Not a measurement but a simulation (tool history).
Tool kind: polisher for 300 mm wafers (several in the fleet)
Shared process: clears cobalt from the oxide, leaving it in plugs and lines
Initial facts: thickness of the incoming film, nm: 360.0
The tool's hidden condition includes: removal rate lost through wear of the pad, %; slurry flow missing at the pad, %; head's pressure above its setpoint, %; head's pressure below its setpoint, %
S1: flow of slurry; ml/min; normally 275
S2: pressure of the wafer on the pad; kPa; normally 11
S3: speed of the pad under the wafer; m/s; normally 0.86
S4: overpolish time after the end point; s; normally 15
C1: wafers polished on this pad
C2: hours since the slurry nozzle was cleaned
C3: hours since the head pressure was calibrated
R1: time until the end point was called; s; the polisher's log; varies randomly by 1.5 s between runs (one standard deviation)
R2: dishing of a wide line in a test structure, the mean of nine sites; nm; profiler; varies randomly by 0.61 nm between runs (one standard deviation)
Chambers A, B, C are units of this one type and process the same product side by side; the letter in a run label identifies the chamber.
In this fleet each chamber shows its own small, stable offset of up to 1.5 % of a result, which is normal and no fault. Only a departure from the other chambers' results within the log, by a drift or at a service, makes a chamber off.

Run 1A, day 0.196: usual settings; C1 898; C2 532.6; C3 504.4. Result: R1 105.18 s, R2 34.76 nm.
Run 2B, day 0.338: usual settings; C1 277; C2 483.3; C3 303.2. Result: R1 104.53 s, R2 35.71 nm.
Run 3C, day 0.475: usual settings; C1 378; C2 293.4; C3 703.5. Result: R1 101.73 s, R2 35.272 nm.
Run 4B, day 0.612: usual settings; C1 334; C2 489.9; C3 309.8. Result: R1 104.51 s, R2 35.82 nm.
Run 5C, day 0.725: usual settings; C1 430; C2 299.4; C3 709.5. Result: R1 103.25 s, R2 35.335 nm.
Run 6A, day 0.842: usual settings; C1 1031; C2 548.1; C3 519.9. Result: R1 103.22 s, R2 35.558 nm.
Run 7B, day 1.042: usual settings; C1 422; C2 500.2; C3 320.1. Result: R1 104.44 s, R2 35.859 nm.
At day 1.188: chamber C: slurry nozzle cleaned.
Run 8C, day 1.208: usual settings; C1 529; C2 0.5; C3 721.1. Result: R1 102.86 s, R2 36.253 nm.
At day 1.238: chamber A: worn pad replaced by a new one.
Run 9A, day 1.446: usual settings but S1 245 ml/min, S3 0.64 m/s; C1 43; C2 562.6; C3 534.4. Result: R1 138.4 s, R2 28.654 nm.
Run 10B, day 1.688: usual settings but S1 245 ml/min, S3 0.64 m/s; C1 555; C2 515.7; C3 335.6. Result: R1 143.26 s, R2 28.153 nm.
At day 1.838: chamber C: worn pad replaced by a new one.
Run 11C, day 1.854: usual settings but S1 245 ml/min, S3 0.64 m/s; C1 3; C2 16; C3 736.6. Result: R1 139.32 s, R2 28.95 nm.
Run 12A, day 2.017: usual settings; C1 160; C2 576.3; C3 548.1. Result: R1 100.07 s, R2 36.047 nm.
Run 13A, day 2.2: usual settings; C1 198; C2 580.7; C3 552.5. Result: R1 102.26 s, R2 35.889 nm.
Run 14B, day 2.375: usual settings; C1 696; C2 532.2; C3 352.1. Result: R1 104.31 s, R2 35.392 nm.
At day 2.488: chamber B: worn pad replaced by a new one.
Run 15C, day 2.517: usual settings; C1 140; C2 31.9; C3 752.5. Result: R1 101.03 s, R2 36.502 nm.
Run 16C, day 2.725: usual settings; C1 183; C2 36.9; C3 757.5. Result: R1 100.98 s, R2 36.04 nm.
Run 17A, day 2.858: usual settings; C1 333; C2 596.5; C3 568.3. Result: R1 96.16 s, R2 37.808 nm.
Run 18B, day 3.004: usual settings; C1 106; C2 547.3; C3 367.2. Result: R1 103.55 s, R2 35.801 nm.
Run 19A, day 3.229: usual settings; C1 410; C2 605.4; C3 577.2. Result: R1 93.878 s, R2 37.41 nm.
Run 20C, day 3.433: usual settings; C1 328; C2 53.9; C3 774.5. Result: R1 99.297 s, R2 36.898 nm.
Run 21B, day 3.546: usual settings; C1 217; C2 560.3; C3 380.2. Result: R1 106.16 s, R2 35.86 nm.
Run 22A, day 3.667: usual settings; C1 500; C2 615.9; C3 587.7. Result: R1 93.506 s, R2 38.3 nm.
Run 23C, day 3.912: usual settings but S4 19 s; C1 427; C2 65.4; C3 786. Result: R1 101.42 s, R2 40.784 nm.

All 3 chambers run these settings next. Forecast each chamber's results:
Run 24A, day 4.088: usual settings. Result: R1 ?, R2 ?.
Run 24B, day 4.088: usual settings. Result: R1 ?, R2 ?.
Run 24C, day 4.088: usual settings. Result: R1 ?, R2 ?.

run      R1      R2
24A  92.818  38.507
24B  104.25   36.49
24C  102.13  36.783
